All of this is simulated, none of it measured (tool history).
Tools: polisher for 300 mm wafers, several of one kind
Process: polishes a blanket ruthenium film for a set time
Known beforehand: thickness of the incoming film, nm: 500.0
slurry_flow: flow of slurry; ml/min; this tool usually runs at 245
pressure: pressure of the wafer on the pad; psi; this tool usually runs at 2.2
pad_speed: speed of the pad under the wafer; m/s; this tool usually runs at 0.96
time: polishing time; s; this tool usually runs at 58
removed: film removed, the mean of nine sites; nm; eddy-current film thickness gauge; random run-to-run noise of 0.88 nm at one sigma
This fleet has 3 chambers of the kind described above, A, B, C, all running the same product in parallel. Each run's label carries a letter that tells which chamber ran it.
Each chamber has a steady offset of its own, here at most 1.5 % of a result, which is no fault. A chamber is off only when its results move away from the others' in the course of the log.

run,hour,slurry_flow,pressure,pad_speed,time,wafers polished on this pad,hours since the slurry nozzle was cleaned,hours since the head pressure was calibrated,removed
1A,6,245,2.2,0.96,58,802,346.2,257.1,65.401
2B,13.7,245,2.2,0.96,58,417,130.2,238.6,66.943
# hour 16.8: chamber C: worn pad replaced by a new one
3C,17.9,245,2.2,0.96,58,11,117.4,361.8,66.24
# hour 20.4: chamber A: worn pad replaced by a new one
4B,21.8,245,2.2,0.96,58,500,138.3,246.7,65.843
5A,30.5,245,2.2,0.96,58,104,370.7,281.6,66.767
6C,38.1,245,2.2,0.96,58,218,137.6,382,66.388
7A,43.3,245,2.2,0.96,58,235,383.5,294.4,65.856
8C,51.6,245,2.2,0.96,58,356,151.1,395.5,65.988
9B,57.3,245,2.2,0.96,58,864,173.8,282.2,66.004
10B,64.8,245,2.2,0.96,58,941,181.3,289.7,65.999
# hour 68.5: chamber B: worn pad replaced by a new one
11C,69.2,245,2.2,0.96,58,537,168.7,413.1,65.275
12A,77.6,245,2.2,0.96,58,586,417.8,328.7,64.746
13A,85,245,2.2,0.96,58,662,425.2,336.1,65.245
# hour 86.8: chamber C: worn pad replaced by a new one
14B,89.6,245,2.2,0.96,58,216,206.1,314.5,66.354
15C,97.5,245,2.2,0.96,58,109,197,441.4,63.03
16B,104,245,2.2,0.96,58,363,220.5,328.9,66.954
17C,108.2,245,2.2,0.96,58,219,207.7,452.1,62.645
18A,114.3,245,2.2,0.96,58,962,454.5,365.4,65.19
# hour 117.6: chamber A: worn pad replaced by a new one
19B,122.2,245,1.8,0.96,58,550,238.7,347.1,54.001
20C,127.1,245,1.8,0.96,58,412,226.6,471,50.953
21A,131.5,245,1.8,0.96,58,143,471.7,382.6,54.499
22B,139.8,245,2.2,0.96,58,730,256.3,364.7,69.385
23C,145.9,245,2.2,0.96,58,605,245.4,489.8,62.229
24A,153.9,245,2.2,0.96,58,372,494.1,405,65.835
# hour 157.6: chamber B: worn pad replaced by a new one
25A,161.8,245,2.2,0.96,58,453,502,412.9,64.681
# hour 167: chamber C: worn pad replaced by a new one
26B,169.6,245,2.2,0.96,58,123,286.1,394.5,68.304
27C,174,245,2.2,0.96,58,72,273.5,517.9,59.616
28B,178.9,245,1.5,0.82,58,218,295.4,403.8,38.66
29C,186.5,245,1.5,0.82,58,200,286,530.4,34.912
30A,194.6,245,1.5,0.82,58,789,534.8,445.7,37.763
31C,199.1,245,2.2,0.96,58,329,298.6,543,58.874
32B,203.2,245,2.2,0.96,58,467,319.7,428.1,67.292
33A,210.7,245,2.2,0.96,58,953,550.9,461.8,65.955

Each of the 3 chambers runs these same settings next. Fill in every chamber's results:
34A,217.1,245,2.2,0.96,58,,,,?
34B,217.1,245,2.2,0.96,58,,,,?
34C,217.1,245,2.2,0.96,58,,,,?

run,removed
34A,65.495
34B,67.697
34C,59.555
